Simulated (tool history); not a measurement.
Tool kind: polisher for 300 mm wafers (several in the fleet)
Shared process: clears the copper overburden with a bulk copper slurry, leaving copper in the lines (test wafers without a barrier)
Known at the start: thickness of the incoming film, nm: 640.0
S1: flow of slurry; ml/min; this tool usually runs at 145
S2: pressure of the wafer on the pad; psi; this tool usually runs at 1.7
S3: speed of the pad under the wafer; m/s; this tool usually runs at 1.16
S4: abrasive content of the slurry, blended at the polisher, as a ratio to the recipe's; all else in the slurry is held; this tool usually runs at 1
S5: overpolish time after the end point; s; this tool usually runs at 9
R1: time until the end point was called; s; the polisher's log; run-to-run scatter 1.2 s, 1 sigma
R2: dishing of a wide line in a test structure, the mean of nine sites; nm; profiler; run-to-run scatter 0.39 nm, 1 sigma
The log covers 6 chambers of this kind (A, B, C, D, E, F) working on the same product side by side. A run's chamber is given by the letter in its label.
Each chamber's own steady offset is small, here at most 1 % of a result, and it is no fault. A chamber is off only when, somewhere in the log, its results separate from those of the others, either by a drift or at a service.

run	day	S1	S2	S3	S4	S5	R1	R2
1E	0.471	145	1.7	1.16	1	9	109.55	35.979
# day 0.475: chamber C: slurry nozzle cleaned
2D	1.154	145	1.7	1.16	1	9	110.07	35.938
# day 1.188: chamber F: slurry blender recalibrated
# day 1.575: chamber E: head pressure recalibrated
# day 1.625: chamber A: slurry blender recalibrated
3A	1.733	145	1.7	1.16	1	9	105.79	35.005
# day 2.088: chamber C: head pressure recalibrated
4F	2.158	145	1.7	1.16	1	9	109.12	36.526
# day 2.312: chamber C: worn pad replaced by a new one
5B	2.825	145	1.7	1.16	1	9	110.7	35.64
6C	3.154	145	1.7	1.16	1	9	107.57	35.103
# day 3.171: chamber D: slurry nozzle cleaned
# day 3.404: chamber D: worn pad replaced by a new one
# day 3.567: chamber E: worn pad replaced by a new one
7A	3.567	145	1.5	1.16	1	9	122.3	31.391
# day 3.704: chamber F: worn pad replaced by a new one
# day 3.733: chamber B: worn pad replaced by a new one
# day 3.75: chamber D: slurry blender recalibrated
8C	4.083	145	1.5	1.16	1	9	121.8	30.861
9F	4.621	145	1.5	1.16	1	9	123.85	31.512
# day 4.746: chamber A: worn pad replaced by a new one
# day 5.054: chamber B: slurry nozzle cleaned
10D	5.2	145	1.5	1.16	1	9	120.74	32.262
11B	5.604	145	1.5	1.16	1	9	121.95	31.552
12E	6.25	145	1.5	1.16	1	9	122.53	31.479
# day 6.679: chamber C: worn pad replaced by a new one
13F	6.838	145	1.7	1.16	1	9	107.4	36.085
14B	7.146	145	1.7	1.16	1	9	110.12	35.493
# day 7.296: chamber F: slurry nozzle cleaned
15A	7.517	145	1.7	1.16	1	9	106.3	35.137
# day 7.896: chamber A: head pressure recalibrated
# day 7.912: chamber B: worn pad replaced by a new one
16C	8.058	145	1.7	1.16	1	9	109.06	35.811
17D	8.425	145	1.7	1.16	1	9	109.25	35.754
# day 8.529: chamber E: slurry blender recalibrated
18E	8.733	145	1.7	1.16	1	9	109.46	36.097
# day 8.925: chamber E: worn pad replaced by a new one
# day 9.004: chamber A: slurry nozzle cleaned
19F	9.329	145	1.7	1.16	1	9	108.57	35.942
# day 9.617: chamber A: worn pad replaced by a new one
20A	9.862	145	1.7	1.16	1	9	106.45	36.098
21D	10.267	145	1.7	1.16	1	9	106.63	36.878
# day 10.533: chamber F: worn pad replaced by a new one
# day 10.683: chamber C: worn pad replaced by a new one
22C	10.929	145	1.7	1.16	1	9	110.52	35.328
# day 11.175: chamber F: slurry blender recalibrated
23B	11.358	145	1.7	1.16	1	9	107.72	35.721
24E	11.962	145	1.7	1.16	1	9	108.78	35.863
# day 12.029: chamber D: worn pad replaced by a new one
# day 12.208: chamber B: worn pad replaced by a new one
25F	12.533	145	1.7	1.16	1	9	108.71	35.695
# day 12.858: chamber B: slurry nozzle cleaned
26E	13.188	145	1.7	1.16	1	9	107.28	36.304
27C	13.542	145	1.7	1.16	1	9	110.39	36.256
# day 13.746: chamber A: worn pad replaced by a new one
28B	13.946	145	1.7	1.16	1	9	109.63	35.566
# day 14.012: chamber C: slurry nozzle cleaned
# day 14.233: chamber C: worn pad replaced by a new one
# day 14.25: chamber E: slurry nozzle cleaned
29D	14.438	145	1.7	1.16	1	9	109.39	36.231
# day 14.462: chamber B: slurry blender recalibrated
# day 14.604: chamber C: slurry blender recalibrated
30A	14.862	145	1.7	1.16	1	9	105.18	35.696
# day 15.138: chamber E: worn pad replaced by a new one
31B	15.417	145	1.7	1.16	1	9	108.36	35.631
32F	15.988	145	1.7	1.16	1	9	107.85	36.049
33C	16.592	145	1.7	1.16	1	9	107.43	35.559
# day 16.671: chamber F: worn pad replaced by a new one
34E	16.892	145	1.7	1.16	0.8	6	113.29	24.187
# day 17.021: chamber B: worn pad replaced by a new one
# day 17.108: chamber D: slurry nozzle cleaned
# day 17.196: chamber F: slurry nozzle cleaned
35D	17.571	145	1.7	1.16	0.8	6	112.46	24.174
# day 17.883: chamber A: worn pad replaced by a new one
36A	18.1	145	1.7	1.16	0.8	6	112.23	23.953
37F	18.579	145	1.7	1.16	0.8	6	112.78	24.209
38B	19.167	145	1.7	1.16	0.8	6	114.49	24.359
# day 19.396: chamber E: head pressure recalibrated
39E	19.462	145	1.7	1.16	0.8	6	113.7	24.142
# day 19.6: chamber D: slurry blender recalibrated
40D	20.112	145	1.7	1.16	1	9	109.95	36.829

All chambers now run identical settings, listed one chamber a line with results as question marks. What results will each chamber show?
41A	20.604	145	1.7	1.16	1	11	?	?
41B	20.604	145	1.7	1.16	1	11	?	?
41C	20.604	145	1.7	1.16	1	11	?	?
41D	20.604	145	1.7	1.16	1	11	?	?
41E	20.604	145	1.7	1.16	1	11	?	?
41F	20.604	145	1.7	1.16	1	11	?	?

run	R1	R2
41A	107.76	42.46
41B	108.32	41.815
41C	108.24	42.271
41D	107.28	43.002
41E	108.7	42.107
41F	108.5	41.992
